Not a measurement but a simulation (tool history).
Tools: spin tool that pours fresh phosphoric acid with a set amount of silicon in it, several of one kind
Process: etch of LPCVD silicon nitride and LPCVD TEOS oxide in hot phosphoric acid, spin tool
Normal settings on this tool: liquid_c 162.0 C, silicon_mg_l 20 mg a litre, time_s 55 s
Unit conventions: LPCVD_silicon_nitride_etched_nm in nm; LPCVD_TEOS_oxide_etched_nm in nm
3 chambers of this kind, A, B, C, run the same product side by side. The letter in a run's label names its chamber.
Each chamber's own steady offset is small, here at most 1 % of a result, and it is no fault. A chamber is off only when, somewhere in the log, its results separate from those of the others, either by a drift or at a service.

run	day	liquid_c	silicon_mg_l	time_s	read-back film thickness of the LPCVD silicon nitride reference wafer, read on the same gauge (nm)	read-back film thickness of the LPCVD TEOS oxide reference wafer, read on the same gauge (nm)	LPCVD_silicon_nitride_etched_nm	LPCVD_TEOS_oxide_etched_nm
1C	0.104	162.0	20	55	59.981	40.011	4.9075	0.24921
# day 0.167: chamber B: dissolved silicon flow meter replaced
2B	0.229	162.0	20	55	60.016	40.003	4.8910	0.29483
# day 0.262: chamber C: dissolved silicon flow meter replaced
3A	0.392	162.0	20	55	60.004	40.009	5.0609	0.23602
4C	0.617	162.0	20	55	60.011	40.000	4.9134	0.25664
5A	0.779	162.0	20	55	60.003	40.019	4.9848	0.22564
6B	0.962	162.0	20	55	59.988	39.990	4.9055	0.24453
7C	1.171	162.0	20	55	59.994	40.019	4.9234	0.27309
8B	1.379	162.0	20	55	60.010	39.998	4.9100	0.29433
9A	1.492	162.0	20	55	59.985	40.001	4.8980	0.28944
10B	1.708	162.0	20	55	59.993	39.991	4.9422	0.25839
11C	1.833	162.0	20	55	60.009	39.994	4.9703	0.20496
12A	1.979	162.0	20	55	60.004	40.040	5.0786	0.24102
13A	2.175	162.0	20	55	60.013	40.017	4.9725	0.28321
14B	2.325	162.0	20	55	60.007	40.027	4.9523	0.26981
# day 2.408: chamber B: thermometer replaced
15C	2.538	162.0	20	55	60.005	40.013	4.9022	0.24784
# day 2.658: chamber A: dissolved silicon flow meter replaced
16C	2.671	162.0	20	55	60.012	40.005	4.8974	0.20716
17A	2.796	162.0	20	55	60.005	40.007	5.0488	0.21370
18B	2.917	162.0	20	55	59.996	39.995	4.8962	0.25263
19A	3.054	162.0	20	55	60.030	40.007	4.9474	0.28330
20C	3.275	162.0	20	55	59.988	40.003	4.9706	0.24369
21B	3.458	162.0	20	55	59.978	39.992	4.9494	0.30398
22A	3.650	162.0	20	55	59.996	40.009	4.9873	0.24771
23B	3.754	162.0	20	55	59.999	39.989	4.8845	0.24830
24C	3.958	162.0	20	55	60.012	40.018	4.9122	0.26001
25A	4.104	162.0	20	55	60.010	40.013	4.9783	0.25601
26C	4.292	162.0	20	55	60.003	40.004	4.9774	0.27901
27B	4.412	162.0	10	45	59.991	40.016	3.9947	0.26424
28C	4.612	162.0	10	45	60.002	39.993	3.9853	0.26110
29B	4.792	162.0	10	45	60.006	39.998	4.0467	0.30999
30A	4.925	159.5	20	40	60.019	40.001	3.3453	0.16712
31B	5.071	159.5	20	40	60.007	39.987	3.3060	0.17063
32A	5.279	159.5	20	40	59.998	39.999	3.3331	0.12305
33C	5.483	162.0	20	55	59.988	40.014	4.8661	0.25651
34B	5.592	163.5	31	55	59.987	40.009	5.1417	0.15942
35C	5.717	163.5	31	55	60.020	40.005	5.1997	0.17479
36A	5.929	163.5	31	55	59.988	40.015	5.2036	0.17899
37B	6.146	162.0	20	55	59.999	39.981	4.8598	0.28080
38C	6.342	162.0	20	55	59.983	39.991	4.8941	0.19447
39A	6.450	162.0	20	55	60.004	39.992	4.9758	0.19093
40C	6.567	162.0	20	55	60.001	39.999	4.9572	0.25586
41B	6.683	162.0	20	55	60.021	40.007	4.9845	0.23019
42A	6.867	162.0	20	55	59.985	40.006	4.9398	0.25229

Next, every chamber runs the same settings. What will each give?
43A	7.029	162.0	20	55			?	?
43B	7.029	162.0	20	55			?	?
43C	7.029	162.0	20	55			?	?

run	LPCVD_silicon_nitride_etched_nm	LPCVD_TEOS_oxide_etched_nm
43A	4.8847	0.24425
43B	4.9655	0.26344
43C	4.9977	0.25381
